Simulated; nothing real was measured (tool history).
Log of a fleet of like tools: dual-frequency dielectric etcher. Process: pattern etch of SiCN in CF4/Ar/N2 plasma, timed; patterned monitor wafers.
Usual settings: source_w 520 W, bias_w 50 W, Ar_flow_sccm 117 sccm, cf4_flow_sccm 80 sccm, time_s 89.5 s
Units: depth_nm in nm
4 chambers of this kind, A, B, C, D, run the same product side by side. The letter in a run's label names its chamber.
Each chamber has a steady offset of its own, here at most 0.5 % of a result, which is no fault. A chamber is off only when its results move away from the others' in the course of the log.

run,hour,source_w,bias_w,Ar_flow_sccm,cf4_flow_sccm,time_s,hours since the last wet clean,hours since the last source power generator calibration,hours since the last bias power generator calibration,hours since the last Ar flow controller change,hours since the last CF4 flow controller change,"read-back reference wafer on the same gauge, depth_nm",depth_nm
1B,7.6,520,50,117,80,89.5,83.2,2174.2,2798.9,2495.7,1406.5,84.854,77.084
# hour 14.7: chamber D: wet clean of the chamber
2C,21.9,520,50,117,80,89.5,103.3,2438.6,925.1,2669.8,137.8,84.805,77.419
3D,32.7,520,50,117,80,89.5,18,424,3331.3,1098.1,2485.7,84.773,76.981
4A,45.6,520,50,117,80,89.5,131,2931.7,1577.4,3165.9,936.2,84.843,76.856
5D,58.3,520,50,117,80,89.5,43.6,449.6,3356.9,1123.7,2511.3,84.836,77.312
6C,66.1,520,50,117,80,89.5,147.5,2482.8,969.3,2714,182,84.774,76.696
7A,77,520,55,117,80,89.5,162.4,2963.1,1608.8,3197.3,967.6,84.858,79.152
8B,88.4,520,55,117,80,89.5,164,2255,2879.7,2576.5,1487.3,84.8,79.809
9C,96,520,55,117,80,89.5,177.4,2512.7,999.2,2743.9,211.9,84.861,79.165
10B,106.8,520,55,117,80,89.5,182.4,2273.4,2898.1,2594.9,1505.7,84.831,79.722
11A,114.7,520,50,117,99,66.5,200.1,3000.8,1646.5,3235,1005.3,84.834,58.69
12D,123.3,520,50,117,99,66.5,108.6,514.6,3421.9,1188.7,2576.3,84.759,59.402
# hour 130.9: chamber A: Ar flow controller replaced
13A,137.4,520,50,117,99,66.5,222.8,3023.5,1669.2,6.5,1028,84.752,59.515
14D,151.4,520,50,117,99,66.5,136.7,542.7,3450,1216.8,2604.4,84.796,59.074
15B,165.4,520,50,117,80,89.5,241,2332,2956.7,2653.5,1564.3,84.813,77.293
16C,179,520,50,117,80,89.5,260.4,2595.7,1082.2,2826.9,294.9,84.699,77.082
17D,186.4,520,50,117,80,89.5,171.7,577.7,3485,1251.8,2639.4,84.802,77.524
# hour 191.9: chamber A: bias power generator calibrated
18A,196,520,50,117,80,89.5,281.4,3082.1,4.1,65.1,1086.6,84.858,77.763
19B,210.7,520,58,117,80,89.5,286.3,2377.3,3002,2698.8,1609.6,84.892,81.595
20C,224.3,520,58,117,80,89.5,305.7,2641,1127.5,2872.2,340.2,84.862,80.4
21A,236.9,520,58,117,80,89.5,322.3,3123,45,106,1127.5,84.768,81.253
22D,244.9,520,58,117,80,89.5,230.2,636.2,3543.5,1310.3,2697.9,84.844,80.377
23C,259.6,520,43,117,80,89.5,341,2676.3,1162.8,2907.5,375.5,84.812,72.744
# hour 263.6: chamber A: wet clean of the chamber
24B,274.2,520,43,117,80,89.5,349.8,2440.8,3065.5,2762.3,1673.1,84.759,73.384
25B,288.8,520,43,117,80,89.5,364.4,2455.4,3080.1,2776.9,1687.7,84.786,73.989
26A,302.6,520,43,117,80,89.5,39,3188.7,110.7,171.7,1193.2,84.783,73.606
27D,314.9,520,50,117,80,89.5,300.2,706.2,3613.5,1380.3,2767.9,84.762,77.187
28C,322.7,520,50,117,80,89.5,404.1,2739.4,1225.9,2970.6,438.6,84.883,76.377
29C,335,520,50,117,80,89.5,416.4,2751.7,1238.2,2982.9,450.9,84.841,76.04
30B,347,520,50,117,80,89.5,422.6,2513.6,3138.3,2835.1,1745.9,84.872,77.107
31D,354.8,520,50,117,80,89.5,340.1,746.1,3653.4,1420.2,2807.8,84.816,77.593
32A,362.4,520,50,117,80,89.5,98.8,3248.5,170.5,231.5,1253,84.75,77.279
33B,371,520,50,117,80,89.5,446.6,2537.6,3162.3,2859.1,1769.9,84.806,77.751
34C,379.5,520,50,117,80,89.5,460.9,2796.2,1282.7,3027.4,495.4,84.77,75.272
35A,389.7,520,50,117,80,89.5,126.1,3275.8,197.8,258.8,1280.3,84.783,77.355
36D,396.8,520,50,117,80,89.5,382.1,788.1,3695.4,1462.2,2849.8,84.755,77.345
37D,403.9,520,50,117,80,89.5,389.2,795.2,3702.5,1469.3,2856.9,84.813,77.264

All 4 chambers run these settings next. Forecast each chamber's results:
38A,414.7,520,50,117,80,89.5,,,,,,,?
38B,414.7,520,50,117,80,89.5,,,,,,,?
38C,414.7,520,50,117,80,89.5,,,,,,,?
38D,414.7,520,50,117,80,89.5,,,,,,,?

run,depth_nm
38A,77.387
38B,77.528
38C,75.425
38D,76.527
